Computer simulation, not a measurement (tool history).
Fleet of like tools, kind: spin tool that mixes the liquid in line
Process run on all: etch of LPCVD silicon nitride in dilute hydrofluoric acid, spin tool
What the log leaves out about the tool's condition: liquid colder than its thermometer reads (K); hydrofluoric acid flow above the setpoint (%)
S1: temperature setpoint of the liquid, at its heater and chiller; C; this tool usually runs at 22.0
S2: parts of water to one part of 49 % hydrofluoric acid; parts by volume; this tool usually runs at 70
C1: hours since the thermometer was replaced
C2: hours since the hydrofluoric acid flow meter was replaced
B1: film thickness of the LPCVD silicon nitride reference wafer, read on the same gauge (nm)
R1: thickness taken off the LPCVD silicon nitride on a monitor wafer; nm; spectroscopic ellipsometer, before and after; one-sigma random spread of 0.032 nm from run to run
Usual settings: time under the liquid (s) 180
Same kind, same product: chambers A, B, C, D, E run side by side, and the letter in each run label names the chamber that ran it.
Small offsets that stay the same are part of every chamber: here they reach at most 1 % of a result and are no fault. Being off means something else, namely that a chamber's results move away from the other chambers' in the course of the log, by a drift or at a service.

{"run": "1A", "hour": 8.9, "S1": 22.0, "S2": 70, "time under the liquid (s)": 180, "C1": 198.7, "C2": 1015.5, "B1": 129.99, "R1": 1.3478}
{"run": "2B", "hour": 16.2, "S1": 22.0, "S2": 70, "time under the liquid (s)": 180, "C1": 148.3, "C2": 1933.2, "B1": 130.02, "R1": 1.2711}
{"run": "3C", "hour": 25.1, "S1": 22.0, "S2": 70, "time under the liquid (s)": 180, "C1": 655.1, "C2": 1503.3, "B1": 130.03, "R1": 1.2447}
{"run": "4D", "hour": 32.3, "S1": 22.0, "S2": 70, "time under the liquid (s)": 180, "C1": 272.0, "C2": 303.0, "B1": 129.98, "R1": 1.3161}
{"run": "5E", "hour": 39.0, "S1": 22.0, "S2": 70, "time under the liquid (s)": 180, "C1": 163.0, "C2": 967.9, "B1": 129.99, "R1": 1.3533}
{"run": "6D", "hour": 46.6, "S1": 22.0, "S2": 70, "time under the liquid (s)": 180, "C1": 286.3, "C2": 317.3, "B1": 130.03, "R1": 1.3355}
{"run": "7E", "hour": 53.4, "S1": 22.0, "S2": 70, "time under the liquid (s)": 180, "C1": 177.4, "C2": 982.3, "B1": 129.98, "R1": 1.3182}
{"run": "8A", "hour": 60.8, "S1": 22.0, "S2": 70, "time under the liquid (s)": 180, "C1": 250.6, "C2": 1067.4, "B1": 129.99, "R1": 1.3127}
{"run": "9B", "hour": 66.9, "S1": 22.0, "S2": 70, "time under the liquid (s)": 180, "C1": 199.0, "C2": 1983.9, "B1": 130.01, "R1": 1.2622}
{"run": "10C", "hour": 75.2, "S1": 22.0, "S2": 70, "time under the liquid (s)": 180, "C1": 705.2, "C2": 1553.4, "B1": 129.97, "R1": 1.2921}
{"run": "11D", "hour": 79.3, "S1": 22.0, "S2": 70, "time under the liquid (s)": 180, "C1": 319.0, "C2": 350.0, "B1": 129.98, "R1": 1.2695}
{"run": "12C", "hour": 88.4, "S1": 22.0, "S2": 70, "time under the liquid (s)": 180, "C1": 718.4, "C2": 1566.6, "B1": 129.95, "R1": 1.3347}
{"run": "13B", "hour": 95.8, "S1": 22.0, "S2": 50, "time under the liquid (s)": 285, "C1": 227.9, "C2": 2012.8, "B1": 129.98, "R1": 2.8697}
{"run": "14E", "hour": 101.9, "S1": 22.0, "S2": 50, "time under the liquid (s)": 285, "C1": 225.9, "C2": 1030.8, "B1": 129.97, "R1": 2.9027}
{"run": "15A", "hour": 110.6, "S1": 22.0, "S2": 50, "time under the liquid (s)": 285, "C1": 300.4, "C2": 1117.2, "B1": 129.98, "R1": 2.8295}
{"run": "16C", "hour": 115.8, "S1": 22.0, "S2": 50, "time under the liquid (s)": 285, "C1": 745.8, "C2": 1594.0, "B1": 130.01, "R1": 2.9733}
{"run": "17B", "hour": 121.7, "S1": 22.0, "S2": 50, "time under the liquid (s)": 285, "C1": 253.8, "C2": 2038.7, "B1": 130.0, "R1": 2.9089}
{"run": "18A", "hour": 130.1, "S1": 22.0, "S2": 70, "time under the liquid (s)": 180, "C1": 319.9, "C2": 1136.7, "B1": 129.99, "R1": 1.3674}
{"run": "19E", "hour": 137.8, "S1": 25.5, "S2": 80, "time under the liquid (s)": 180, "C1": 261.8, "C2": 1066.7, "B1": 130.0, "R1": 1.3901}
{"run": "20D", "hour": 144.8, "S1": 25.5, "S2": 80, "time under the liquid (s)": 180, "C1": 384.5, "C2": 415.5, "B1": 130.02, "R1": 1.4435}
{"run": "21A", "hour": 153.8, "S1": 25.5, "S2": 80, "time under the liquid (s)": 180, "C1": 343.6, "C2": 1160.4, "B1": 130.01, "R1": 1.4729}
{"run": "22B", "hour": 159.5, "S1": 25.5, "S2": 80, "time under the liquid (s)": 180, "C1": 291.6, "C2": 2076.5, "B1": 129.99, "R1": 1.4785}
{"run": "23C", "hour": 167.9, "S1": 25.5, "S2": 80, "time under the liquid (s)": 180, "C1": 797.9, "C2": 1646.1, "B1": 130.03, "R1": 1.4253}
{"run": "24D", "hour": 172.7, "S1": 19.0, "S2": 95, "time under the liquid (s)": 180, "C1": 412.4, "C2": 443.4, "B1": 130.0, "R1": 0.80186}
{"hour": 173.5, "done": "chamber C: hydrofluoric acid flow meter replaced"}
{"run": "25E", "hour": 181.0, "S1": 19.0, "S2": 95, "time under the liquid (s)": 180, "C1": 305.0, "C2": 1109.9, "B1": 129.99, "R1": 0.79791}
{"run": "26D", "hour": 186.7, "S1": 19.0, "S2": 95, "time under the liquid (s)": 180, "C1": 426.4, "C2": 457.4, "B1": 129.99, "R1": 0.78589}
{"run": "27E", "hour": 195.7, "S1": 19.0, "S2": 95, "time under the liquid (s)": 180, "C1": 319.7, "C2": 1124.6, "B1": 130.0, "R1": 0.78524}
{"run": "28A", "hour": 200.7, "S1": 19.0, "S2": 95, "time under the liquid (s)": 180, "C1": 390.5, "C2": 1207.3, "B1": 129.99, "R1": 0.78364}
{"run": "29C", "hour": 208.4, "S1": 22.0, "S2": 70, "time under the liquid (s)": 180, "C1": 838.4, "C2": 35.0, "B1": 130.0, "R1": 1.2784}
{"run": "30B", "hour": 213.7, "S1": 22.0, "S2": 70, "time under the liquid (s)": 180, "C1": 345.8, "C2": 2130.7, "B1": 130.01, "R1": 1.3142}
{"run": "31A", "hour": 218.5, "S1": 22.0, "S2": 70, "time under the liquid (s)": 180, "C1": 408.3, "C2": 1225.1, "B1": 129.98, "R1": 1.3496}
{"run": "32D", "hour": 226.4, "S1": 22.0, "S2": 70, "time under the liquid (s)": 180, "C1": 466.1, "C2": 497.1, "B1": 130.0, "R1": 1.3561}
{"run": "33B", "hour": 234.1, "S1": 22.0, "S2": 70, "time under the liquid (s)": 180, "C1": 366.2, "C2": 2151.1, "B1": 129.98, "R1": 1.3739}
{"run": "34E", "hour": 242.6, "S1": 24.0, "S2": 100, "time under the liquid (s)": 180, "C1": 366.6, "C2": 1171.5, "B1": 130.0, "R1": 1.0284}
{"run": "35C", "hour": 248.8, "S1": 24.0, "S2": 100, "time under the liquid (s)": 180, "C1": 878.8, "C2": 75.4, "B1": 129.99, "R1": 1.0656}
{"run": "36B", "hour": 257.7, "S1": 24.0, "S2": 100, "time under the liquid (s)": 180, "C1": 389.8, "C2": 2174.7, "B1": 129.99, "R1": 1.0536}
{"run": "37C", "hour": 264.8, "S1": 24.0, "S2": 100, "time under the liquid (s)": 180, "C1": 894.8, "C2": 91.4, "B1": 130.0, "R1": 1.0118}
{"run": "38D", "hour": 272.0, "S1": 24.0, "S2": 100, "time under the liquid (s)": 180, "C1": 511.7, "C2": 542.7, "B1": 129.96, "R1": 1.041}
{"run": "39A", "hour": 277.0, "S1": 22.0, "S2": 70, "time under the liquid (s)": 180, "C1": 466.8, "C2": 1283.6, "B1": 130.01, "R1": 1.3879}
{"run": "40E", "hour": 285.7, "S1": 22.0, "S2": 70, "time under the liquid (s)": 180, "C1": 409.7, "C2": 1214.6, "B1": 130.0, "R1": 1.2858}

Does one chamber stand apart from the rest, does the shared gauge drift, or is all well apart from small per-chamber offsets? Give the chamber and the most likely cause, where there is one.

Neither any chamber nor the gauge drifts; the chambers differ only by their own small, steady offsets.
